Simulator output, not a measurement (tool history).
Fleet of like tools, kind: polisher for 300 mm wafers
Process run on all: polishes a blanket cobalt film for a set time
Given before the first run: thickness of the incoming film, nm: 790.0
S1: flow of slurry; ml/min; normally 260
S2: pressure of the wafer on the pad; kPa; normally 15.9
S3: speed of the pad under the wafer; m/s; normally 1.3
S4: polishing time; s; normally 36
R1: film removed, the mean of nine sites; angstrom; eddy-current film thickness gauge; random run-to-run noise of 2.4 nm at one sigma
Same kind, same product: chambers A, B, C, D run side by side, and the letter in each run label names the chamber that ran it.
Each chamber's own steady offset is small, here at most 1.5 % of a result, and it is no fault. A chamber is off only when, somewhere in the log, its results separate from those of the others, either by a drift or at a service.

At hour 9: chamber C: head pressure recalibrated.
Run 1B, hour 11.3: usual settings. Result: R1 3058.3 angstrom.
Run 2D, hour 21.8: usual settings. Result: R1 3018.3 angstrom.
Run 3A, hour 29: usual settings. Result: R1 3036.3 angstrom.
Run 4C, hour 35.3: usual settings. Result: R1 3087.8 angstrom.
At hour 45.5: chamber C: worn pad replaced by a new one.
Run 5D, hour 45.8: usual settings. Result: R1 3024.8 angstrom.
At hour 55.8: chamber D: worn pad replaced by a new one.
Run 6C, hour 57.3: usual settings. Result: R1 3093.5 angstrom.
Run 7A, hour 65.8: usual settings. Result: R1 3021.8 angstrom.
Run 8B, hour 73.4: usual settings. Result: R1 3096 angstrom.
At hour 76.8: chamber B: worn pad replaced by a new one.
At hour 78.9: chamber B: head pressure recalibrated.
Run 9D, hour 80.5: usual settings. Result: R1 3083.8 angstrom.
Run 10B, hour 87.4: usual settings. Result: R1 3100.1 angstrom.
At hour 94.8: chamber A: worn pad replaced by a new one.
Run 11C, hour 95.6: usual settings. Result: R1 3091 angstrom.
Run 12A, hour 101.7: usual settings. Result: R1 3007.6 angstrom.
Run 13A, hour 108.8: usual settings. Result: R1 2994.8 angstrom.
At hour 111: chamber C: worn pad replaced by a new one.
Run 14B, hour 114.6: usual settings but S3 0.94 m/s. Result: R1 2203.4 angstrom.
At hour 120.7: chamber D: worn pad replaced by a new one.
Run 15D, hour 122.1: usual settings but S3 0.94 m/s. Result: R1 2240.1 angstrom.
Run 16C, hour 131.8: usual settings but S3 0.94 m/s. Result: R1 2224.5 angstrom.
Run 17D, hour 140.5: usual settings but S3 0.94 m/s. Result: R1 2245.7 angstrom.
Run 18B, hour 150.7: usual settings. Result: R1 3105.4 angstrom.
Run 19C, hour 161.6: usual settings. Result: R1 3089.5 angstrom.
Run 20A, hour 172.7: usual settings. Result: R1 2985.3 angstrom.
At hour 173.6: chamber B: worn pad replaced by a new one.
At hour 174.4: chamber D: worn pad replaced by a new one.
At hour 174.8: chamber C: worn pad replaced by a new one.
Run 21D, hour 178.7: usual settings. Result: R1 3172.8 angstrom.
At hour 179.1: chamber A: worn pad replaced by a new one.
At hour 190.2: chamber B: slurry nozzle cleaned.
Run 22B, hour 190.6: usual settings but S3 0.92 m/s, S4 31 s. Result: R1 1893 angstrom.
Run 23A, hour 202.2: usual settings but S3 0.92 m/s, S4 31 s. Result: R1 1836.8 angstrom.
Run 24C, hour 212.3: usual settings but S3 0.92 m/s, S4 31 s. Result: R1 1923.3 angstrom.
Run 25B, hour 218.3: usual settings but S3 0.92 m/s, S4 31 s. Result: R1 1859.8 angstrom.
Run 26A, hour 227.8: usual settings. Result: R1 3019.3 angstrom.
Run 27D, hour 233.3: usual settings. Result: R1 3262.3 angstrom.
At hour 238.7: chamber D: worn pad replaced by a new one.
At hour 239.1: chamber C: worn pad replaced by a new one.
Run 28C, hour 239.7: usual settings. Result: R1 3079.2 angstrom.
Run 29A, hour 247.7: usual settings. Result: R1 3003.9 angstrom.
At hour 258.5: chamber B: worn pad replaced by a new one.
Run 30B, hour 258.7: usual settings. Result: R1 3084.3 angstrom.
Run 31C, hour 268.7: usual settings. Result: R1 3136.9 angstrom.
Run 32D, hour 278.2: usual settings. Result: R1 3332.7 angstrom.

Is one chamber out of step, is the gauge drifting, or do the chambers differ by no more than their own small offsets? For an off chamber, give its letter and the likeliest cause.

One chamber, D, drifts off from the rest bit by bit.
Most likely cause: head's pressure above its setpoint, % = 9.27.

Here are 4 candidates for chamber D's next run, each the usual settings with a change, their results left as question marks. Which one brings its results back in line with what the others give on the usual settings?
To be in line, a result may differ from the other chambers' mean on the usual settings by at most: R1 84 angstrom
Run 33D-1, hour 286.9: usual settings but S2 17.2 kPa, S4 40 s. Result: R1 ?.
Run 33D-2, hour 286.9: usual settings but S2 16.5 kPa, S3 1.32 m/s, S4 37 s. Result: R1 ?.
Run 33D-3, hour 286.9: usual settings but S2 15.2 kPa, S3 1.24 m/s. Result: R1 ?.
Run 33D-4, hour 286.9: usual settings but S2 14.5 kPa, S3 1.18 m/s. Result: R1 ?.

Other chambers, usual settings, mean: R1 3068.7 angstrom
  run      R1
33D-1  4024.5
33D-2  3628.8
33D-3  3041.7
33D-4  2763.8
Change 33D-3 lands the chamber within the allowed miss of the other chambers.
